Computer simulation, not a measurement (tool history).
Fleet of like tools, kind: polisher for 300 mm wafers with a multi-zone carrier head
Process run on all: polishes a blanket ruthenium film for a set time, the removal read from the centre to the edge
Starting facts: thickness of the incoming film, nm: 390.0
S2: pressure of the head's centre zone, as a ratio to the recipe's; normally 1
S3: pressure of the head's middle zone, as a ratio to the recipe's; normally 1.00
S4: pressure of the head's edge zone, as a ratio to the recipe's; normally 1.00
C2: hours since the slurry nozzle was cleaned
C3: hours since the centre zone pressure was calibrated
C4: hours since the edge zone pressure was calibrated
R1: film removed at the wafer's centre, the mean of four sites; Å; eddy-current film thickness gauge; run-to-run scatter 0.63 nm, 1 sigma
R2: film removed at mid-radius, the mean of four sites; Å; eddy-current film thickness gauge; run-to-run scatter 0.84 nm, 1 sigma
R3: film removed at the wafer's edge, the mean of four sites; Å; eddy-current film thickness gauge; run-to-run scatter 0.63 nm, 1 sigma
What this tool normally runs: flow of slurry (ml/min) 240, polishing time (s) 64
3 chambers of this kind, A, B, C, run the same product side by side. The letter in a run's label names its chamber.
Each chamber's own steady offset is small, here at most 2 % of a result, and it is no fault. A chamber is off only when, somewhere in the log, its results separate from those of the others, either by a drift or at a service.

{"run": "1A", "hour": 4.9, "flow of slurry (ml/min)": 240, "S2": 1, "S3": 1.0, "S4": 1.0, "polishing time (s)": 64, "wafers polished on this pad": 893, "C2": 414.4, "C3": 26.5, "C4": 52.4, "R1": 760.08, "R2": 738.39, "R3": 761.02}
{"run": "2B", "hour": 9.4, "flow of slurry (ml/min)": 240, "S2": 1, "S3": 1.0, "S4": 1.0, "polishing time (s)": 64, "wafers polished on this pad": 439, "C2": 79.8, "C3": 576.5, "C4": 77.2, "R1": 755.52, "R2": 753.69, "R3": 737.14}
{"run": "3C", "hour": 13.3, "flow of slurry (ml/min)": 240, "S2": 1, "S3": 1.0, "S4": 1.0, "polishing time (s)": 64, "wafers polished on this pad": 326, "C2": 390.9, "C3": 298.5, "C4": 394.4, "R1": 754.36, "R2": 761.74, "R3": 754.4}
{"run": "4C", "hour": 16.6, "flow of slurry (ml/min)": 240, "S2": 1, "S3": 1.0, "S4": 1.0, "polishing time (s)": 64, "wafers polished on this pad": 361, "C2": 394.2, "C3": 301.8, "C4": 397.7, "R1": 743.58, "R2": 761.17, "R3": 748.81}
{"run": "5A", "hour": 20.0, "flow of slurry (ml/min)": 240, "S2": 1, "S3": 1.0, "S4": 1.0, "polishing time (s)": 64, "wafers polished on this pad": 1054, "C2": 429.5, "C3": 41.6, "C4": 67.5, "R1": 745.23, "R2": 752.86, "R3": 754.59}
{"run": "6B", "hour": 23.3, "flow of slurry (ml/min)": 240, "S2": 1, "S3": 1.0, "S4": 1.0, "polishing time (s)": 64, "wafers polished on this pad": 588, "C2": 93.7, "C3": 590.4, "C4": 91.1, "R1": 750.9, "R2": 739.09, "R3": 732.18}
{"run": "7B", "hour": 26.0, "flow of slurry (ml/min)": 240, "S2": 1, "S3": 1.0, "S4": 1.0, "polishing time (s)": 64, "wafers polished on this pad": 617, "C2": 96.4, "C3": 593.1, "C4": 93.8, "R1": 750.08, "R2": 756.92, "R3": 741.55}
{"hour": 28.6, "done": "chamber A: worn pad replaced by a new one"}
{"run": "8A", "hour": 31.0, "flow of slurry (ml/min)": 240, "S2": 1, "S3": 1.0, "S4": 1.0, "polishing time (s)": 64, "wafers polished on this pad": 26, "C2": 440.5, "C3": 52.6, "C4": 78.5, "R1": 758.81, "R2": 743.94, "R3": 762.83}
{"hour": 31.1, "done": "chamber C: slurry nozzle cleaned"}
{"run": "9C", "hour": 34.7, "flow of slurry (ml/min)": 240, "S2": 1, "S3": 0.94, "S4": 1.0, "polishing time (s)": 64, "wafers polished on this pad": 555, "C2": 3.6, "C3": 319.9, "C4": 415.8, "R1": 754.04, "R2": 705.76, "R3": 750.06}
{"run": "10C", "hour": 38.9, "flow of slurry (ml/min)": 240, "S2": 1, "S3": 0.94, "S4": 1.0, "polishing time (s)": 64, "wafers polished on this pad": 600, "C2": 7.8, "C3": 324.1, "C4": 420.0, "R1": 750.49, "R2": 717.33, "R3": 752.9}
{"run": "11A", "hour": 43.8, "flow of slurry (ml/min)": 240, "S2": 1, "S3": 0.94, "S4": 1.0, "polishing time (s)": 64, "wafers polished on this pad": 163, "C2": 453.3, "C3": 65.4, "C4": 91.3, "R1": 758.31, "R2": 720.73, "R3": 758.69}
{"hour": 46.3, "done": "chamber B: centre zone pressure recalibrated"}
{"run": "12B", "hour": 46.7, "flow of slurry (ml/min)": 240, "S2": 1, "S3": 1.0, "S4": 1.0, "polishing time (s)": 64, "wafers polished on this pad": 839, "C2": 117.1, "C3": 0.4, "C4": 114.5, "R1": 737.19, "R2": 737.52, "R3": 722.88}
{"run": "13C", "hour": 49.6, "flow of slurry (ml/min)": 240, "S2": 1, "S3": 1.0, "S4": 1.0, "polishing time (s)": 64, "wafers polished on this pad": 715, "C2": 18.5, "C3": 334.8, "C4": 430.7, "R1": 756.38, "R2": 770.27, "R3": 740.6}
{"run": "14B", "hour": 53.4, "flow of slurry (ml/min)": 240, "S2": 1, "S3": 1.0, "S4": 1.11, "polishing time (s)": 64, "wafers polished on this pad": 911, "C2": 123.8, "C3": 7.1, "C4": 121.2, "R1": 739.89, "R2": 735.2, "R3": 775.67}
{"hour": 54.2, "done": "chamber C: worn pad replaced by a new one"}
{"run": "15A", "hour": 57.6, "flow of slurry (ml/min)": 240, "S2": 1, "S3": 1.0, "S4": 1.11, "polishing time (s)": 64, "wafers polished on this pad": 311, "C2": 467.1, "C3": 79.2, "C4": 105.1, "R1": 747.41, "R2": 750.8, "R3": 804.21}
{"run": "16C", "hour": 60.8, "flow of slurry (ml/min)": 240, "S2": 1, "S3": 1.0, "S4": 1.11, "polishing time (s)": 64, "wafers polished on this pad": 71, "C2": 29.7, "C3": 346.0, "C4": 441.9, "R1": 761.87, "R2": 751.25, "R3": 797.06}
{"run": "17B", "hour": 63.7, "flow of slurry (ml/min)": 240, "S2": 1, "S3": 1.0, "S4": 1.0, "polishing time (s)": 64, "wafers polished on this pad": 1021, "C2": 134.1, "C3": 17.4, "C4": 131.5, "R1": 732.51, "R2": 739.84, "R3": 722.56}
{"run": "18A", "hour": 67.1, "flow of slurry (ml/min)": 240, "S2": 1, "S3": 1.0, "S4": 1.0, "polishing time (s)": 64, "wafers polished on this pad": 413, "C2": 476.6, "C3": 88.7, "C4": 114.6, "R1": 760.33, "R2": 744.93, "R3": 750.09}
{"run": "19A", "hour": 71.5, "flow of slurry (ml/min)": 240, "S2": 1, "S3": 1.0, "S4": 1.0, "polishing time (s)": 64, "wafers polished on this pad": 460, "C2": 481.0, "C3": 93.1, "C4": 119.0, "R1": 747.3, "R2": 744.44, "R3": 758.68}
{"run": "20B", "hour": 74.5, "flow of slurry (ml/min)": 240, "S2": 1, "S3": 1.0, "S4": 1.0, "polishing time (s)": 64, "wafers polished on this pad": 1137, "C2": 144.9, "C3": 28.2, "C4": 142.3, "R1": 729.93, "R2": 721.13, "R3": 717.21}
{"hour": 76.3, "done": "chamber B: worn pad replaced by a new one"}
{"run": "21C", "hour": 76.8, "flow of slurry (ml/min)": 240, "S2": 1, "S3": 1.0, "S4": 1.0, "polishing time (s)": 64, "wafers polished on this pad": 242, "C2": 45.7, "C3": 362.0, "C4": 457.9, "R1": 754.14, "R2": 745.27, "R3": 744.48}
{"run": "22A", "hour": 79.5, "flow of slurry (ml/min)": 240, "S2": 1, "S3": 1.0, "S4": 1.0, "polishing time (s)": 64, "wafers polished on this pad": 546, "C2": 489.0, "C3": 101.1, "C4": 127.0, "R1": 746.73, "R2": 747.52, "R3": 757.07}
{"run": "23B", "hour": 84.3, "flow of slurry (ml/min)": 240, "S2": 1, "S3": 1.0, "S4": 1.0, "polishing time (s)": 64, "wafers polished on this pad": 85, "C2": 154.7, "C3": 38.0, "C4": 152.1, "R1": 726.27, "R2": 720.45, "R3": 721.71}
{"run": "24C", "hour": 87.7, "flow of slurry (ml/min)": 240, "S2": 1, "S3": 1.0, "S4": 1.0, "polishing time (s)": 64, "wafers polished on this pad": 359, "C2": 56.6, "C3": 372.9, "C4": 468.8, "R1": 743.98, "R2": 750.39, "R3": 757.22}
{"run": "25C", "hour": 91.3, "flow of slurry (ml/min)": 240, "S2": 1, "S3": 1.0, "S4": 1.0, "polishing time (s)": 64, "wafers polished on this pad": 398, "C2": 60.2, "C3": 376.5, "C4": 472.4, "R1": 762.52, "R2": 758.84, "R3": 747.02}
{"run": "26B", "hour": 94.9, "flow of slurry (ml/min)": 160, "S2": 1, "S3": 0.93, "S4": 1.0, "polishing time (s)": 64, "wafers polished on this pad": 199, "C2": 165.3, "C3": 48.6, "C4": 162.7, "R1": 647.74, "R2": 627.72, "R3": 661.98}
{"run": "27A", "hour": 99.9, "flow of slurry (ml/min)": 160, "S2": 1, "S3": 0.93, "S4": 1.0, "polishing time (s)": 64, "wafers polished on this pad": 765, "C2": 509.4, "C3": 121.5, "C4": 147.4, "R1": 712.76, "R2": 651.08, "R3": 727.12}
{"run": "28B", "hour": 103.5, "flow of slurry (ml/min)": 160, "S2": 1, "S3": 0.93, "S4": 1.0, "polishing time (s)": 64, "wafers polished on this pad": 291, "C2": 173.9, "C3": 57.2, "C4": 171.3, "R1": 640.7, "R2": 597.16, "R3": 669.78}
{"run": "29A", "hour": 106.4, "flow of slurry (ml/min)": 240, "S2": 1, "S3": 1.0, "S4": 1.0, "polishing time (s)": 64, "wafers polished on this pad": 834, "C2": 515.9, "C3": 128.0, "C4": 153.9, "R1": 759.17, "R2": 753.47, "R3": 750.25}

What goes on in this fleet: one chamber off, a drifting gauge, or nothing beyond the chambers' own small offsets? Name the chamber and the cause, if any.

Little by little, chamber B moves away from the other chambers.
What lies behind it: slurry flow missing at the pad, % = 38.1.

Here are 4 candidates for chamber B's next run, each the usual settings with a change, their results left as question marks. Which one brings its results back in line with what the others give on the usual settings?
To be in line, a result may differ from the other chambers' mean on the usual settings by at most: R1 22.00 Å; R2 29.00 Å; R3 22.00 Å
{"run": "30B-1", "hour": 110.3, "flow of slurry (ml/min)": 240, "S2": 1, "S3": 1.0, "S4": 1.0, "polishing time (s)": 65, "R1": "?", "R2": "?", "R3": "?"}
{"run": "30B-2", "hour": 110.3, "flow of slurry (ml/min)": 245, "S2": 1, "S3": 1.0, "S4": 1.0, "polishing time (s)": 69, "R1": "?", "R2": "?", "R3": "?"}
{"run": "30B-3", "hour": 110.3, "flow of slurry (ml/min)": 235, "S2": 1, "S3": 1.0, "S4": 1.0, "polishing time (s)": 59, "R1": "?", "R2": "?", "R3": "?"}
{"run": "30B-4", "hour": 110.3, "flow of slurry (ml/min)": 240, "S2": 1, "S3": 1.0, "S4": 1.0, "polishing time (s)": 63, "R1": "?", "R2": "?", "R3": "?"}

The other chambers' mean on the usual settings: R1 752.75 Å; R2 754.02 Å; R3 754.77 Å
run=30B-1 R1=709.64 R2=716.66 R3=707.66
run=30B-2 R1=756.59 R2=763.71 R3=753.31
run=30B-3 R1=641.23 R2=647.90 R3=640.48
run=30B-4 R1=687.81 R2=694.61 R3=685.89
The right change is 30B-2: it brings the chamber back within the allowed miss of the others.

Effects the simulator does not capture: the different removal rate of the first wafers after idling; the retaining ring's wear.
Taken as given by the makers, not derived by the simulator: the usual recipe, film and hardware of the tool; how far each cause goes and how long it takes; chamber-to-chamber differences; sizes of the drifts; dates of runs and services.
